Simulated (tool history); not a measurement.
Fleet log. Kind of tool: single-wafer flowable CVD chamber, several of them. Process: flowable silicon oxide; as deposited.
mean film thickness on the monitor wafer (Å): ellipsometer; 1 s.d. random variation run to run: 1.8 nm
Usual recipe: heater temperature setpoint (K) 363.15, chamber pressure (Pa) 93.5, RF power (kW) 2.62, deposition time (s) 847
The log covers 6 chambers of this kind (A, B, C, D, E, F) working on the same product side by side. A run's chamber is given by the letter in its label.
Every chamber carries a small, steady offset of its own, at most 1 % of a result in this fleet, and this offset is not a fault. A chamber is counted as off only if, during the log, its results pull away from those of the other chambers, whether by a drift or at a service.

run,day,heater temperature setpoint (K),chamber pressure (Pa),RF power (kW),deposition time (s),hours since the last thermocouple change,hours since the last RF generator calibration,hours since the last manometer calibration,"read-back reference wafer on the same gauge, thickness_nm",mean film thickness on the monitor wafer (Å)
1A,0.25,363.15,93.5,2.62,847,1321.6,415.8,630.4,698.03,6292.9
2D,0.446,363.15,93.5,2.62,847,966.2,791,267,697.77,6333.2
3F,0.629,363.15,93.5,2.62,847,1637.2,1271.2,675.4,698.16,6289.2
4B,0.929,363.15,93.5,2.62,847,1214.3,124.8,701.3,698.15,6298
5E,1.1,363.15,93.5,2.62,847,291.1,1801.7,571.7,698.8,6260.7
6C,1.396,363.15,93.5,2.62,847,252.9,686.4,993.6,697.97,6256.3
7E,1.554,363.15,93.5,2.62,847,302,1812.6,582.6,697.99,6280.5
8C,1.842,363.15,93.5,2.62,847,263.6,697.1,1004.3,697.45,6266.3
9F,2.021,363.15,93.5,2.62,847,1670.6,1304.6,708.8,698.46,6316.7
10D,2.321,376.15,93.5,2.62,847,1011.2,836,312,697.65,4106.7
11B,2.65,376.15,93.5,2.62,847,1255.6,166.1,742.6,698.29,4131.1
# day 2.671: chamber B: thermocouple changed; heater temperature recalibrated
# day 2.767: chamber E: RF generator calibrated
12A,2.988,376.15,93.5,2.62,847,1387.3,481.5,696.1,697.78,4075.5
13F,3.258,376.15,93.5,2.62,847,1700.3,1334.3,738.5,698.18,4071.2
14E,3.508,376.15,93.5,2.62,847,348.9,17.9,629.5,698.04,4016.4
15A,3.742,376.15,93.5,2.62,847,1405.4,499.6,714.2,697.91,4057.9
16B,3.925,363.15,93.5,2.62,847,30.2,196.7,773.2,698.34,6344.2
17C,4.246,363.15,93.5,2.62,847,321.3,754.8,1062,697.8,6249.7
18D,4.592,363.15,93.5,2.62,847,1065.7,890.5,366.5,698.28,6338.4
# day 4.8: chamber C: RF generator calibrated
19B,4.896,363.15,93.5,2.62,847,53.5,220,796.5,697.73,6352.9
20F,5.162,363.15,93.5,2.62,847,1746,1380,784.2,697.23,6315
21C,5.312,350.15,93.5,2.62,847,346.9,12.4,1087.6,698.12,9190.9
22A,5.629,350.15,93.5,2.62,847,1450.7,544.9,759.5,697.67,9241.5
23E,5.85,350.15,93.5,2.62,847,405.1,74.1,685.7,698.42,9056.1
24D,6.088,350.15,93.5,2.62,847,1101.6,926.4,402.4,698.3,9199.9
25A,6.417,350.15,93.5,2.62,847,1469.6,563.8,778.4,697.28,9256.5
26E,6.658,350.15,93.5,2.62,847,424.5,93.5,705.1,698.52,9058
27D,6.808,363.15,93.5,2.62,847,1118.9,943.7,419.7,698.07,6334.5
28B,7.05,363.15,93.5,2.62,847,105.2,271.7,848.2,698.02,6348.4
29C,7.304,363.15,93.5,2.62,847,394.7,60.2,1135.4,698.16,6296.3
30F,7.642,363.15,107.7,2.185,847,1805.5,1439.5,843.7,697.96,7393
31D,7.792,363.15,107.7,2.185,847,1142.5,967.3,443.3,697.73,7434.3
32A,7.992,363.15,107.7,2.185,847,1507.4,601.6,816.2,697.79,7405.8
33B,8.204,363.15,107.7,2.185,847,132.9,299.4,875.9,698.26,7416.5
34E,8.425,363.15,107.7,2.185,847,466.9,135.9,747.5,697.97,7241
35F,8.592,363.15,107.7,2.185,847,1828.3,1462.3,866.5,697.8,7404.8
36C,8.929,363.15,93.5,2.62,847,433.7,99.2,1174.4,697.52,6249
37A,9.267,363.15,93.5,2.62,847,1538,632.2,846.8,697.58,6315.2

Read the log: is a single chamber off, either drifting away or since a service, is the gauge that measures every chamber drifting, or is nothing wrong beyond small per-chamber offsets? Name any odd chamber and what most likely caused it.

Chamber E drifts away from the others.
Likeliest cause: true pressure below the setpoint (%) = 1.68.
The log might look much the same if the cause were instead: wafer temperature above the value expected at the setpoint (K).

Chamber E could run next with any of the 4 candidate recipes listed below; each alters the usual settings, and their results appear as question marks. Which one brings its results back in line with what the other chambers deliver on the usual settings?
Maximum distance from the other chambers' mean on the usual settings for a result to count as in line: mean film thickness on the monitor wafer (Å) 62
38E-1,9.517,362.15,93.5,2.62,849,,,,,?
38E-2,9.517,363.15,93.9,2.62,847,,,,,?
38E-3,9.517,363.15,92.9,2.62,845,,,,,?
38E-4,9.517,363.15,92,2.62,841,,,,,?

The mean the other chambers reach with the usual settings: mean film thickness on the monitor wafer (Å) 6316.1
run,mean film thickness on the monitor wafer (Å)
38E-1,6339.7
38E-2,6175.4
38E-3,6077.7
38E-4,5966.6
Change 38E-1 lands the chamber within the allowed miss of the other chambers.
